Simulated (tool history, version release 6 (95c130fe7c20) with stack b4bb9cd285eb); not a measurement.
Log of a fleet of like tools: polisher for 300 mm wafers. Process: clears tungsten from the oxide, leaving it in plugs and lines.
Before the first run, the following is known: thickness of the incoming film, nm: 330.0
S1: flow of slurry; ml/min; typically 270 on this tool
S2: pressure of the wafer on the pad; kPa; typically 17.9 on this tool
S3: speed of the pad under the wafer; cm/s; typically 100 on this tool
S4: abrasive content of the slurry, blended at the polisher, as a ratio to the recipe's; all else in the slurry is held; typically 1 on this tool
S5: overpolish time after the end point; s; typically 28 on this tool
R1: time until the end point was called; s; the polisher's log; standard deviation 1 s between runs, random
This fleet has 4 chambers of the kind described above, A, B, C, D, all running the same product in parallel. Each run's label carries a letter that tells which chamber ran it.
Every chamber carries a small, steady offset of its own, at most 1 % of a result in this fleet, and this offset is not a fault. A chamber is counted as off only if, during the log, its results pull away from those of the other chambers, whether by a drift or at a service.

run  hour   S1    S2   S3  S4  S5       R1
 1C   1.9  270  17.9  100   1  28   99.274
      3.6  -- chamber A: worn pad replaced by a new one
 2B   4.2  270  17.9  100   1  28   96.747
 3D   6.7  270  17.9  100   1  28   99.389
      8.1  -- chamber D: slurry tank refilled with fresh slurry and peroxide
 4A   9.3  270  17.9  100   1  28  101.740
 5A  12.4  270  17.9  100   1  28  100.620
 6D  15.6  270  17.9  100   1  28  100.520
 7B  18.5  270  17.9  100   1  28   99.830
     19.8  -- chamber D: slurry blender recalibrated
     21.2  -- chamber C: worn pad replaced by a new one
 8C  21.6  300  17.9  100   1  28   98.429
     22.5  -- chamber C: slurry tank refilled with fresh slurry and peroxide
 9A  24.3  300  17.9  100   1  28   97.494
     25.1  -- chamber A: slurry tank refilled with fresh slurry and peroxide
10C  26.1  300  17.9  100   1  28   96.844
11B  28.0  300  17.9  100   1  28   96.634
12D  31.1  270  17.9  100   1  28  100.320
13D  33.3  270  17.9  100   1  28   97.451
14C  35.6  270  17.9  100   1  28  100.610
15B  37.7  270  17.9  100   1  28   97.909
16A  40.1  270  17.9  100   1  28   99.656
17B  42.0  270  17.9  100   1  28   97.858
     43.2  -- chamber B: head pressure recalibrated
18C  45.2  270  17.9  100   1  28   98.632
19A  48.4  270  17.9  100   1  28   99.138
20D  51.1  270  17.9  100   1  28  101.500
21A  55.2  270  17.9  100   1  28   99.488
22C  58.0  270  17.9  100   1  28  100.480
     59.3  -- chamber D: worn pad replaced by a new one
23B  60.5  270  24.1  100   1  37   78.361
     61.7  -- chamber B: slurry tank refilled with fresh slurry and peroxide
24D  64.6  270  24.1  100   1  37   71.770
25D  66.6  270  24.1  100   1  37   75.664
     66.7  -- chamber A: worn pad replaced by a new one
26C  69.5  270  24.1  100   1  37   73.650
27A  72.0  270  17.9  100   1  28   97.959
     73.8  -- chamber B: worn pad replaced by a new one
28B  75.6  270  17.9  100   1  28  104.870

Next, all 4 chambers run the settings below, one line each with question marks for the results. What does each chamber give?
29A  78.7  270  17.9  126   1  28   ?
29B  78.7  270  17.9  126   1  28   ?
29C  78.7  270  17.9  126   1  28   ?
29D  78.7  270  17.9  126   1  28   ?

run      R1
29A  78.828
29B  83.063
29C  79.911
29D  78.684
